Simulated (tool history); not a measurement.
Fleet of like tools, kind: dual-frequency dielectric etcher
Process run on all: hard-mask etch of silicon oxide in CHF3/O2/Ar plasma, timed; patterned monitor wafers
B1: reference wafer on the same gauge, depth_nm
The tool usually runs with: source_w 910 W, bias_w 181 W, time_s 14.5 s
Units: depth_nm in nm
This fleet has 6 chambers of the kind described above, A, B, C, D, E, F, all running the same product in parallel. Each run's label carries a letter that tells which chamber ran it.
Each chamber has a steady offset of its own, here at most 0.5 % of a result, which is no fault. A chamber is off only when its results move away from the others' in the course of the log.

Run 1C, day 0.362: usual settings; B1 30.31. Result: depth_nm 33.599 nm.
Run 2D, day 0.708: usual settings; B1 30.301. Result: depth_nm 33.824 nm.
Run 3E, day 1.154: usual settings; B1 30.311. Result: depth_nm 33.734 nm.
Run 4B, day 1.558: usual settings; B1 30.314. Result: depth_nm 33.76 nm.
Run 5A, day 1.842: usual settings; B1 30.316. Result: depth_nm 33.648 nm.
Run 6F, day 2.312: usual settings; B1 30.318. Result: depth_nm 33.778 nm.
At day 2.358: chamber B: wet clean of the chamber.
Run 7A, day 2.696: usual settings; B1 30.319. Result: depth_nm 33.679 nm.
Run 8F, day 2.95: usual settings but source_w 980 W, time_s 11 s; B1 30.326. Result: depth_nm 26.418 nm.
At day 3.225: chamber F: wet clean of the chamber.
Run 9C, day 3.283: usual settings but source_w 980 W, time_s 11 s; B1 30.324. Result: depth_nm 26.274 nm.
Run 10B, day 3.679: usual settings but source_w 980 W, time_s 11 s; B1 30.336. Result: depth_nm 26.332 nm.
Run 11D, day 4.104: usual settings but source_w 980 W, time_s 11 s; B1 30.331. Result: depth_nm 26.398 nm.
Run 12E, day 4.367: usual settings but source_w 980 W, time_s 11 s; B1 30.336. Result: depth_nm 26.433 nm.
Run 13F, day 4.75: usual settings but source_w 980 W, time_s 11 s; B1 30.337. Result: depth_nm 26.387 nm.
Run 14D, day 5.017: usual settings; B1 30.343. Result: depth_nm 33.814 nm.
At day 5.292: chamber E: source power generator calibrated.
Run 15E, day 5.488: usual settings; B1 30.341. Result: depth_nm 33.79 nm.
Run 16A, day 5.821: usual settings; B1 30.352. Result: depth_nm 33.804 nm.
At day 5.862: chamber C: wet clean of the chamber.
At day 6.05: chamber D: wet clean of the chamber.
Run 17B, day 6.071: usual settings; B1 30.343. Result: depth_nm 33.86 nm.
Run 18C, day 6.508: usual settings; B1 30.357. Result: depth_nm 33.704 nm.
Run 19A, day 6.733: usual settings; B1 30.349. Result: depth_nm 33.754 nm.
Run 20B, day 6.975: usual settings; B1 30.364. Result: depth_nm 33.855 nm.
Run 21F, day 7.438: usual settings but source_w 810 W; B1 30.366. Result: depth_nm 32.33 nm.
Run 22C, day 7.658: usual settings but source_w 810 W; B1 30.356. Result: depth_nm 32.24 nm.
Run 23E, day 7.904: usual settings but source_w 810 W; B1 30.362. Result: depth_nm 32.375 nm.
Run 24D, day 8.392: usual settings but source_w 810 W; B1 30.368. Result: depth_nm 32.38 nm.
Run 25E, day 8.617: usual settings but source_w 810 W; B1 30.365. Result: depth_nm 32.357 nm.
Run 26B, day 8.992: usual settings but source_w 810 W; B1 30.372. Result: depth_nm 32.353 nm.
Run 27A, day 9.433: usual settings but bias_w 161 W, time_s 17 s; B1 30.378. Result: depth_nm 38.116 nm.
Run 28C, day 9.833: usual settings but bias_w 161 W, time_s 17 s; B1 30.369. Result: depth_nm 38.067 nm.
Run 29F, day 10.288: usual settings but bias_w 161 W, time_s 17 s; B1 30.375. Result: depth_nm 38.149 nm.
Run 30D, day 10.725: usual settings but bias_w 161 W, time_s 17 s; B1 30.385. Result: depth_nm 38.386 nm.
Run 31F, day 11.083: usual settings but bias_w 161 W, time_s 17 s; B1 30.391. Result: depth_nm 38.173 nm.
Run 32D, day 11.375: usual settings but bias_w 161 W, time_s 17 s; B1 30.384. Result: depth_nm 38.308 nm.
Run 33C, day 11.608: usual settings; B1 30.402. Result: depth_nm 33.773 nm.
Run 34E, day 12.083: usual settings; B1 30.398. Result: depth_nm 33.88 nm.
Run 35B, day 12.525: usual settings; B1 30.401. Result: depth_nm 33.908 nm.
At day 12.583: chamber E: wet clean of the chamber.
Run 36A, day 12.942: usual settings; B1 30.411. Result: depth_nm 33.783 nm.
Run 37A, day 13.279: usual settings; B1 30.414. Result: depth_nm 33.777 nm.
Run 38D, day 13.638: usual settings; B1 30.412. Result: depth_nm 33.946 nm.
Run 39F, day 13.921: usual settings; B1 30.418. Result: depth_nm 33.832 nm.
Run 40B, day 14.325: usual settings but source_w 810 W, bias_w 166 W; B1 30.42. Result: depth_nm 31.484 nm.
Run 41C, day 14.754: usual settings but source_w 810 W, bias_w 166 W; B1 30.411. Result: depth_nm 31.37 nm.
Run 42E, day 15.071: usual settings but source_w 810 W, bias_w 166 W; B1 30.417. Result: depth_nm 31.533 nm.

Read the log: is a single chamber off, either drifting away or since a service, is the gauge that measures every chamber drifting, or is nothing wrong beyond small per-chamber offsets? Name any odd chamber and what most likely caused it.

The gauge drifts, so all chambers seem to drift together. No chamber is off.
Most likely cause: gauge reads high (%) = 0.419.

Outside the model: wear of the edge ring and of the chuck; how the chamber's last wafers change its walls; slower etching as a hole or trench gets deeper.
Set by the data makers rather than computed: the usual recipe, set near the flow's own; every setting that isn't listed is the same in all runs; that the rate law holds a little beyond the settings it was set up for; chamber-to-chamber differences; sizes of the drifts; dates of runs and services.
